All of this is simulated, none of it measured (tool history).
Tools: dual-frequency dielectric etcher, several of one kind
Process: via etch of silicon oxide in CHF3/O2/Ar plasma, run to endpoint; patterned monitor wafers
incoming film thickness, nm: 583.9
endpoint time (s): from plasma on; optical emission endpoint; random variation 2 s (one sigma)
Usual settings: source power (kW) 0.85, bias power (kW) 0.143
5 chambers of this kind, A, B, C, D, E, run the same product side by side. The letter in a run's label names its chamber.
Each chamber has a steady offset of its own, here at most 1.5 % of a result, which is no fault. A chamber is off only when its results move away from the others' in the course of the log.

run	hour	source power (kW)	bias power (kW)	hours since the last wet clean	hours since the last source power generator calibration	hours since the last bias power generator calibration	endpoint time (s)
1A	8.7	0.85	0.143	281.6	2049.5	510.1	277.64
2D	13.9	0.85	0.143	457.7	298.4	4218	277.44
3C	18.5	0.85	0.143	334.4	1399.7	2967.6	278.31
4E	24.7	0.85	0.143	35.3	366.6	705.9	276.51
5B	31.9	0.85	0.143	93.4	1809	729.4	277.46
6E	38.7	0.85	0.143	49.3	380.6	719.9	280.55
7D	43.2	0.85	0.143	487	327.7	4247.3	269.64
8C	48.2	0.85	0.143	364.1	1429.4	2997.3	280.71
9A	56.2	0.85	0.143	329.1	2097	557.6	277
10B	63.1	0.85	0.143	124.6	1840.2	760.6	279.12
11C	70.8	0.85	0.143	386.7	1452	3019.9	281.81
12E	75.5	0.85	0.143	86.1	417.4	756.7	278.13
# hour 79.1: chamber D: wet clean of the chamber
13A	80.6	0.85	0.143	353.5	2121.4	582	278.47
14B	87.4	0.85	0.143	148.9	1864.5	784.9	279.23
15D	96.7	0.85	0.143	17.6	381.2	4300.8	276.39
16D	103.2	0.85	0.143	24.1	387.7	4307.3	272.83
17B	109.7	0.85	0.143	171.2	1886.8	807.2	277.08
18C	114.1	0.85	0.143	430	1495.3	3063.2	280.23
19A	120.7	1.01	0.143	393.6	2161.5	622.1	259.56
20E	129.3	1.01	0.143	139.9	471.2	810.5	260.06
21E	137.3	1.01	0.143	147.9	479.2	818.5	256.54
22C	142.1	1.01	0.143	458	1523.3	3091.2	261.44
# hour 151.2: chamber C: wet clean of the chamber
23A	151.4	1.01	0.143	424.3	2192.2	652.8	256.21
24D	160.8	1.03	0.173	81.7	445.3	4364.9	236.36
25B	168.2	1.03	0.173	229.7	1945.3	865.7	246.12
26C	172.4	1.03	0.173	21.3	1553.6	3121.5	244.41
27D	179	1.03	0.173	99.9	463.5	4383.1	241.65
28A	187.3	1.03	0.173	460.2	2228.1	688.7	243.46
29B	194.8	0.98	0.143	256.3	1971.9	892.3	263.94
30E	201.2	0.98	0.143	211.8	543.1	882.4	262.49
31A	208.1	0.98	0.143	481	2248.9	709.5	261.68

Is one chamber off against the others, does the gauge drift, or is nothing wrong? If a chamber is off, say which, and what the likeliest cause is.

No chamber stands off beyond its own small offset, and the gauge holds steady.

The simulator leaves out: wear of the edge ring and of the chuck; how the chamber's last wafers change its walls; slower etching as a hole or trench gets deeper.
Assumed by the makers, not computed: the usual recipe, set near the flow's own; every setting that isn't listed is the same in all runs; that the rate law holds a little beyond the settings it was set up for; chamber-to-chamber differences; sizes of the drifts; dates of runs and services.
